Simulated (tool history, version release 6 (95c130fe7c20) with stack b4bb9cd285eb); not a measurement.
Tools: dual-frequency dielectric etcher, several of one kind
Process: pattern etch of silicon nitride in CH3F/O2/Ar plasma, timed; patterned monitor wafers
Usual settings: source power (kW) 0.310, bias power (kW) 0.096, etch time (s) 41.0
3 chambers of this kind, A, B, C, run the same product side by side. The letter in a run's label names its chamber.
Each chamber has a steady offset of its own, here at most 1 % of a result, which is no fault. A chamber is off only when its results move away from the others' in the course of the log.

run   hour  source power (kW)  bias power (kW)  etch time (s)  hours since the last wet clean  hours since the last source power generator calibration  hours since the last bias power generator calibration  read-back reference wafer on the same gauge, depth_nm  mean etch depth across the wafer (Å)
 1A    4.0              0.310            0.096           41.0                           435.1                                                    627.1                                                 2176.7                                                 25.483                                290.35
 2C    9.2              0.310            0.096           41.0                           372.0                                                     36.4                                                 2535.1                                                 25.496                                288.88
 3B   13.9              0.310            0.096           41.0                           289.1                                                    330.1                                                  628.7                                                 25.503                                287.06
 4A   17.4              0.310            0.096           41.0                           448.5                                                    640.5                                                 2190.1                                                 25.503                                290.24
 5C   22.1              0.310            0.096           41.0                           384.9                                                     49.3                                                 2548.0                                                 25.491                                287.48
 6B   27.2              0.310            0.096           41.0                           302.4                                                    343.4                                                  642.0                                                 25.525                                286.55
 7C   30.0              0.310            0.096           41.0                           392.8                                                     57.2                                                 2555.9                                                 25.515                                288.31
 8B   34.0              0.310            0.096           41.0                           309.2                                                    350.2                                                  648.8                                                 25.500                                287.34
 9A   40.1              0.310            0.096           41.0                           471.2                                                    663.2                                                 2212.8                                                 25.487                                291.35
10C   43.8              0.310            0.096           41.0                           406.6                                                     71.0                                                 2569.7                                                 25.501                                288.19
11A   48.6              0.310            0.096           41.0                           479.7                                                    671.7                                                 2221.3                                                 25.476                                291.06
12B   53.7              0.340            0.096           31.5                           328.9                                                    369.9                                                  668.5                                                 25.484                                228.49
13B   58.7              0.340            0.096           31.5                           333.9                                                    374.9                                                  673.5                                                 25.485                                227.28
14A   62.1              0.340            0.096           31.5                           493.2                                                    685.2                                                 2234.8                                                 25.500                                232.56
15C   65.7              0.310            0.096           41.0                           428.5                                                     92.9                                                 2591.6                                                 25.503                                287.28
16B   69.3              0.310            0.096           41.0                           344.5                                                    385.5                                                  684.1                                                 25.501                                288.33
      71.3  -- chamber C: wet clean of the chamber
17C   72.7              0.310            0.096           41.0                             1.4                                                     99.9                                                 2598.6                                                 25.502                                287.45
18A   77.9              0.270            0.087           41.0                           509.0                                                    701.0                                                 2250.6                                                 25.492                                266.47
19C   82.0              0.270            0.087           41.0                            10.7                                                    109.2                                                 2607.9                                                 25.501                                266.00
20B   85.6              0.270            0.087           41.0                           360.8                                                    401.8                                                  700.4                                                 25.518                                264.21
21A   90.7              0.310            0.096           41.0                           521.8                                                    713.8                                                 2263.4                                                 25.492                                290.54
22A   94.8              0.310            0.096           41.0                           525.9                                                    717.9                                                 2267.5                                                 25.496                                292.20
23B   98.0              0.250            0.106           41.0                           373.2                                                    414.2                                                  712.8                                                 25.500                                274.87
24C  101.7              0.250            0.106           41.0                            30.4                                                    128.9                                                 2627.6                                                 25.503                                276.72

What goes on in this fleet: one chamber off, a drifting gauge, or nothing beyond the chambers' own small offsets? Name the chamber and the cause, if any.

No chamber stands off beyond its own small offset, and the gauge holds steady.

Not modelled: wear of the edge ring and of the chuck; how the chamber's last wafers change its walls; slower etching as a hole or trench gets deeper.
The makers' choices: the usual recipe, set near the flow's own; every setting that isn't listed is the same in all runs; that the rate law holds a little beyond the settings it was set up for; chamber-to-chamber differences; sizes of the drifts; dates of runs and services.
